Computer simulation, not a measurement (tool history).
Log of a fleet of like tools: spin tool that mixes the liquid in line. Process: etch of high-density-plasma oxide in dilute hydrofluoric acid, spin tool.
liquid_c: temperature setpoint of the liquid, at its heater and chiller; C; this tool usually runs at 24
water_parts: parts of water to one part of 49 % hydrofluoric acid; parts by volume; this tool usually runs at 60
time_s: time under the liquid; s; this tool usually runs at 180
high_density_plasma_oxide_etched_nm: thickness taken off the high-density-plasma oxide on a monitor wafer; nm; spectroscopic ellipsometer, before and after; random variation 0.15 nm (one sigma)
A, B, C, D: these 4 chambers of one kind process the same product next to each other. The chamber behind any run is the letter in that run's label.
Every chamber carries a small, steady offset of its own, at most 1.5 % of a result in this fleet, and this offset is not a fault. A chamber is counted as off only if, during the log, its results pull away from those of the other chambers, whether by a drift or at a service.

run   hour  liquid_c  water_parts  time_s  read-back film thickness of the high-density-plasma oxide reference wafer, read on the same gauge (nm)  high_density_plasma_oxide_etched_nm
 1B   12.8        24           60     180                                                                                                  140.05                               16.186
 2A   24.7        24           60     180                                                                                                  139.99                               15.976
 3D   31.5        24           60     180                                                                                                  139.98                               16.277
 4C   43.4        24           60     180                                                                                                  139.98                               16.194
 5B   52.3        24           60     180                                                                                                  140.01                               15.935
 6D   59.8        24           60     180                                                                                                  139.99                               16.314
 7C   71.6        24           40     115                                                                                                  140.03                               16.155
 8A   80.1        24           40     115                                                                                                  139.97                                15.51
 9A   88.3        24           40     115                                                                                                  139.98                               15.553
10C   96.2        24           40     115                                                                                                  140.03                               16.122
11D  105.3        24           60     180                                                                                                     140                               16.207
12B  117.5        24           60     180                                                                                                  139.97                               15.537
13A  129.9        24           60     180                                                                                                  139.99                               16.072
14B  136.6        24           60     180                                                                                                  139.97                               15.379
15C  143.7        24           60     180                                                                                                  139.95                               15.951
16D    150        24           60     180                                                                                                  140.03                               16.275
17A  159.9        24           60     180                                                                                                  140.01                               15.821
18D  169.1        24           60     180                                                                                                  139.97                               16.281
19C  178.4        24           60     180                                                                                                  139.97                               15.977
20B  186.7        24           60     180                                                                                                  139.99                               15.499
21C  195.3      20.5           60     285                                                                                                  140.02                               22.307
22A  207.8      20.5           60     285                                                                                                  139.97                               21.713
23D  219.5      20.5           60     285                                                                                                     140                               22.215
24B  227.3      20.5           60     285                                                                                                  140.02                               20.908
25A  237.8        24           60     180                                                                                                  139.99                               15.627
26B  243.8        24           60     180                                                                                                  140.04                               15.274
27D  254.6        24           60     180                                                                                                  140.02                               16.279
28C  261.7        24           60     180                                                                                                  140.01                                16.02
29D  273.1        24           60     180                                                                                                     140                               16.143
30A  282.8        24           60     180                                                                                                  140.01                               15.769
31B  293.1        24           60     180                                                                                                  140.02                               14.864
32C  299.5        24           60     180                                                                                                  139.98                               16.116
33C  306.9        24           60     180                                                                                                  139.99                                16.21

Is one chamber out of step, is the gauge drifting, or do the chambers differ by no more than their own small offsets? For an off chamber, give its letter and the likeliest cause.

It is chamber B that slowly wanders off from its peers.
What lies behind it: hydrofluoric acid flow below the setpoint (%) = 6.69.
The log may not tell that from: liquid colder than its thermometer reads (K).

Below are 4 candidate recipes for chamber B's next run, each the usual settings with a change, their results shown as question marks. Which of them brings B's results back in line with what the other chambers give on the usual settings?
Counts as in line when no further than this from what the other chambers average on the usual settings: high_density_plasma_oxide_etched_nm 0.53 nm
34B-1  316.7        22           60     180                                                                                                                                            ?
34B-2  316.7        24           60     195                                                                                                                                            ?
34B-3  316.7      27.5           60     180                                                                                                                                            ?
34B-4  316.7        24           60     155                                                                                                                                            ?

The other chambers' mean on the usual settings: high_density_plasma_oxide_etched_nm 16.073 nm
  run  high_density_plasma_oxide_etched_nm
34B-1                               13.651
34B-2                               16.034
34B-3                               16.997
34B-4                               12.745
The right change is 34B-2: it brings the chamber back within the allowed miss of the others.

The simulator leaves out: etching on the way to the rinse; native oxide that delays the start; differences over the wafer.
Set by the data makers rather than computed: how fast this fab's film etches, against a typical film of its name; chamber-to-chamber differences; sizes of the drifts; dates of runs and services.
